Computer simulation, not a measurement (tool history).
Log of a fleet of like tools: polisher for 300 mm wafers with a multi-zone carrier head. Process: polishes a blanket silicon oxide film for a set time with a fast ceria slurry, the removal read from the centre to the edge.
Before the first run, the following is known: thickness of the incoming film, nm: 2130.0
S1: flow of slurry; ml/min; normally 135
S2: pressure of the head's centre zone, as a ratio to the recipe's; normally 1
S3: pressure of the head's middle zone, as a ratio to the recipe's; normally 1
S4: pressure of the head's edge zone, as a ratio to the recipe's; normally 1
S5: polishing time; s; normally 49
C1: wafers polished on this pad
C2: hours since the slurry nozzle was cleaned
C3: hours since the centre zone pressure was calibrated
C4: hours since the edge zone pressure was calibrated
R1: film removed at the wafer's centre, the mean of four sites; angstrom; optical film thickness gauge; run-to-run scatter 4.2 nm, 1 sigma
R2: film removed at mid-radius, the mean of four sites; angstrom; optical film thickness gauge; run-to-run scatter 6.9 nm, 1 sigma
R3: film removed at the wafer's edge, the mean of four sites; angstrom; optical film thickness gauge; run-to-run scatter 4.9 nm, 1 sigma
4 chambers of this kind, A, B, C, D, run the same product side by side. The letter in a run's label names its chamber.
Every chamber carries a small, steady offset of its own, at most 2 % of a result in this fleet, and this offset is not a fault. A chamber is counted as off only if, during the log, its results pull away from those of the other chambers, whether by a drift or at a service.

run   hour   S1  S2    S3  S4  S5    C1     C2     C3     C4      R1      R2      R3
 1A    7.2  135   1     1   1  49   211  137.2   23.5  479.4  5743.3    5773  5795.2
      14.8  -- chamber B: worn pad replaced by a new one
 2C   15.4  135   1     1   1  49   658  680.6  233.5  758.9  5674.8  5838.6  5748.1
        21  -- chamber D: slurry nozzle cleaned
 3B   24.8  135   1     1   1  49   163  443.9  136.3  303.4  5774.7  5707.7    5701
 4D   31.2  135   1     1   1  49   778   10.2   61.4   83.3  5812.6    5891  5767.6
      34.9  -- chamber C: worn pad replaced by a new one
      37.5  -- chamber C: slurry nozzle cleaned
 5C   39.7  135   1     1   1  49    78    2.3  257.8  783.2  5743.7  5814.2    5811
 6B   44.3  135   1     1   1  49   481  463.4  155.8  322.9  5755.8  5713.7  5714.6
 7D   50.8  135   1  1.12   1  49  1097   29.8     81  102.9  5802.4  6433.9  5770.5
      51.5  -- chamber A: worn pad replaced by a new one
 8A   60.7  135   1  1.12   1  49   151  190.7     77  532.9  5693.4  6431.3  5793.8
      64.7  -- chamber D: worn pad replaced by a new one
 9A   69.8  135   1  1.12   1  49   299  199.8   86.1    542  5737.2  6182.5  5781.8
      75.1  -- chamber B: worn pad replaced by a new one
10B     76  135   1  1.12   1  49    16  495.1  187.5  354.6  5699.3  6395.6  5585.4
11D   83.5  135   1     1   1  49   307   62.5  113.7  135.6  5791.4  5809.1    5821
12C   91.3  135   1     1   1  49   918   53.9  309.4  834.8  5774.4  5674.6  5789.3
      94.2  -- chamber C: worn pad replaced by a new one
13C  101.1  135   1     1   1  49   112   63.7  319.2  844.6  5728.6  5685.1  5808.6
14B    110  135   1     1   1  49   569  529.1  221.5  388.6  5690.1  5627.7  5645.9
     115.3  -- chamber A: worn pad replaced by a new one
15D  117.7  135   1     1   1  49   864   96.7  147.9  169.8  5793.3  5836.2    5851
16A  123.5  135   1     1   1  49   134  253.5  139.8  595.7  5699.9  5716.4  5807.7
17B  129.4  135   1     1   1  49   885  548.5  240.9    408  5669.6  5727.6    5600
     138.6  -- chamber B: worn pad replaced by a new one
18C  138.7  135   1     1   1  49   724  101.3  356.8  882.2  5742.7    5822  5792.8
     142.6  -- chamber D: worn pad replaced by a new one
     145.3  -- chamber C: worn pad replaced by a new one
19D    148  135   1     1   1  33    87    127  178.2  200.1  3852.2  3885.5  3937.5
20A  155.4  135   1     1   1  33   654  285.4  171.7  627.6  3852.4  3863.9  3844.3
21B  161.1  135   1     1   1  33   366  580.2  272.6  439.7  3766.3  3832.7  3728.2
22D  168.2  135   1     1   1  33   416  147.2  198.4  220.3  3904.5  3879.9  3906.2
     171.3  -- chamber A: worn pad replaced by a new one
23C    175  135   1     1   1  49   483  137.6  393.1  918.5  5781.4  5786.7  5720.5
24A  179.7  135   1     1   1  49   137  309.7    196  651.9  5712.8  5745.3  5766.6
25D  189.2  135   1     1   1  49   758  168.2  219.4  241.3  5836.7  5833.6  5830.7
     194.9  -- chamber B: worn pad replaced by a new one
       196  -- chamber C: worn pad replaced by a new one
26C    197  135   1     1   1  49    17  159.6  415.1  940.5    5714  5807.9  5810.7
27B  202.6  135   1     1   1  49   126  621.7  314.1  481.2  5488.4  5437.6  5556.1
28A  210.2  135   1     1   1  49   633  340.2  226.5  682.4  5760.2  5806.1  5719.2
29C  217.5  135   1     1   1  49   351  180.1  435.6    961  5749.1  5797.6  5882.9
30A  224.3  135   1     1   1  49   862  354.3  240.6  696.5  5720.4  5811.3  5751.7
31D    230  135   1     1   1  49  1422    209  260.2  282.1  5722.6  5838.3  5920.1
     231.5  -- chamber D: worn pad replaced by a new one
     233.5  -- chamber A: worn pad replaced by a new one
32B  238.6  135   1     1   1  55   711  657.7  350.1  517.2  6125.7  6174.4  6229.1
33C  244.6  135   1     1   1  55   792  207.2  462.7  988.1  6417.6  6559.8  6493.6
34A  249.4  135   1     1   1  55   259  379.4  265.7  721.6  6426.1  6511.3  6450.8
       255  -- chamber B: worn pad replaced by a new one
     255.9  -- chamber C: worn pad replaced by a new one
35D  256.8  135   1     1   1  55   412  235.8    287  308.9  6450.8  6633.3  6448.3
36B  263.9  135   1     1   1  49   145    683  375.4  542.5  5362.1  5500.8  5448.1
37B    272  135   1     1   1  49   277  691.1  383.5  550.6    5408  5505.3  5464.3
     276.2  -- chamber C: edge zone pressure recalibrated
38D  277.2  135   1     1   1  49   744  256.2  307.4  329.3  5746.6  5821.4  5722.8
39C  283.4  135   1     1   1  49   448    246  501.5    7.3    5765  5724.8  5706.7

Decide between three cases: one chamber stands off from its peers, the gauge reading all wafers drifts, or nothing is wrong past each chamber's small offset. Where a chamber is off, say which and what most likely put it there.

Chamber B drifts away from the others.
Cause: slurry flow missing at the pad, % = 25.1.

Below are 4 candidate recipes for chamber B's next run, each the usual settings with a change, their results shown as question marks. Which of them brings B's results back in line with what the other chambers give on the usual settings?
A result is in line if it is within this distance of the other chambers' mean on the usual settings: R1 140 angstrom; R2 240 angstrom; R3 170 angstrom
40B-1  290.7  140  1.02  0.99   1  54                   ?   ?   ?
40B-2  290.7  135  1.01     1   1  52                   ?   ?   ?
40B-3  290.7  130  0.99     1   1  44                   ?   ?   ?
40B-4  290.7  135  0.99     1   1  46                   ?   ?   ?

Other chambers, usual settings, mean: R1 5758.7 angstrom; R2 5783.7 angstrom; R3 5790.2 angstrom
  run      R1      R2      R3
40B-1  6066.4  5949.3  6019.8
40B-2  5716.3  5725.9    5758
40B-3  4677.1  4795.5  4838.1
40B-4  4948.8  5065.8  5093.7
Change 40B-2 lands the chamber within the allowed miss of the other chambers.

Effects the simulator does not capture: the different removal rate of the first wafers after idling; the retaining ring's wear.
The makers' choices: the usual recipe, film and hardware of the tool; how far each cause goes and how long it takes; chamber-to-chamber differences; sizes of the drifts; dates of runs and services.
